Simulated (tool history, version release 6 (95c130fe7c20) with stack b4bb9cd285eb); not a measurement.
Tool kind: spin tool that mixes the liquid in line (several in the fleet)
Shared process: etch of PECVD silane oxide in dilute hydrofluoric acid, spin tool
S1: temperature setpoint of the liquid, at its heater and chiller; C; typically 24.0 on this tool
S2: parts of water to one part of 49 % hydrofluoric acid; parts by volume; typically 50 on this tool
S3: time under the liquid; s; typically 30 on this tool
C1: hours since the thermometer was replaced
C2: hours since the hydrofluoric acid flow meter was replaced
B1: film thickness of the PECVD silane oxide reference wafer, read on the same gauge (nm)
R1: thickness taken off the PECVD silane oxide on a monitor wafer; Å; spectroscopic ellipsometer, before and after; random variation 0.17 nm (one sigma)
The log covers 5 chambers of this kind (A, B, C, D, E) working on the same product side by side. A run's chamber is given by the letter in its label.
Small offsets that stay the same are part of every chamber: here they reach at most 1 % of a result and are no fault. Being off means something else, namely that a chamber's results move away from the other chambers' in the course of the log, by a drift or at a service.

run,day,S1,S2,S3,C1,C2,B1,R1
1A,0.162,24.0,50,30,1190.6,346.1,49.994,246.27
2C,0.283,24.0,50,30,1671.0,155.1,50.006,246.16
3E,0.458,24.0,50,30,1842.5,978.3,50.008,243.82
4B,0.562,24.0,50,30,466.7,207.1,49.995,243.85
5D,0.692,24.0,50,30,1364.9,142.1,50.010,245.13
6B,0.804,24.0,50,30,472.5,212.9,49.992,244.00
7A,0.908,24.0,50,20,1208.5,364.0,50.008,161.55
8D,1.021,24.0,50,20,1372.8,150.0,50.012,163.98
9E,1.154,24.0,50,20,1859.2,995.0,50.013,163.51
10C,1.254,24.0,50,20,1694.3,178.4,50.010,165.85
11E,1.429,24.0,50,20,1865.8,1001.6,49.990,162.50
12B,1.600,24.0,50,30,491.6,232.0,49.987,245.78
13C,1.696,28.0,50,40,1704.9,189.0,49.997,380.97
14D,1.879,28.0,50,40,1393.4,170.6,50.035,383.78
15A,2.050,28.0,50,40,1235.9,391.4,49.988,383.33
16E,2.167,28.0,50,40,1883.5,1019.3,49.975,383.08
17D,2.317,28.0,50,40,1403.9,181.1,50.011,390.18
18B,2.442,24.0,50,30,511.8,252.2,50.021,254.25
19A,2.617,24.0,50,30,1249.5,405.0,50.026,243.75
20C,2.754,24.0,50,30,1730.3,214.4,49.998,245.51
21C,2.858,24.0,50,30,1732.8,216.9,49.969,245.47
22E,3.038,24.0,50,30,1904.4,1040.2,49.996,243.34
23B,3.183,24.0,50,30,529.6,270.0,50.016,249.81
24A,3.358,28.5,70,30,1267.3,422.8,50.024,205.27
25D,3.454,28.5,70,30,1431.2,208.4,50.008,202.89
26A,3.546,28.5,70,30,1271.8,427.3,50.017,201.99
27D,3.650,28.5,70,30,1435.9,213.1,49.971,202.27
28E,3.792,28.5,70,30,1922.5,1058.3,50.016,203.98
29B,3.883,24.0,50,30,546.4,286.8,49.998,255.44
30C,4.029,24.0,50,30,1760.9,245.0,49.994,245.82

Decide between three cases: one chamber stands off from its peers, the gauge reading all wafers drifts, or nothing is wrong past each chamber's small offset. Where a chamber is off, say which and what most likely put it there.

One chamber, B, drifts off from the rest bit by bit.
Most likely cause: hydrofluoric acid flow above the setpoint (%) = 4.85.
From this log alone, it may not be told apart from: liquid hotter than its thermometer reads (K).

Below are 4 candidate recipes for chamber B's next run, each the usual settings with a change, their results shown as question marks. Which of them brings B's results back in line with what the other chambers give on the usual settings?
In line means no further than this from the other chambers' mean on the usual settings: R1 6.10 Å
31B-1,4.162,22.5,50,30,,,,?
31B-2,4.162,25.5,50,30,,,,?
31B-3,4.162,24.0,55,30,,,,?
31B-4,4.162,26.5,50,30,,,,?

Usual-settings mean across the other chambers: R1 245.22 Å
run,R1
31B-1,242.36
31B-2,273.82
31B-3,233.03
31B-4,284.93
With 31B-1, the chamber falls back in line with the rest.

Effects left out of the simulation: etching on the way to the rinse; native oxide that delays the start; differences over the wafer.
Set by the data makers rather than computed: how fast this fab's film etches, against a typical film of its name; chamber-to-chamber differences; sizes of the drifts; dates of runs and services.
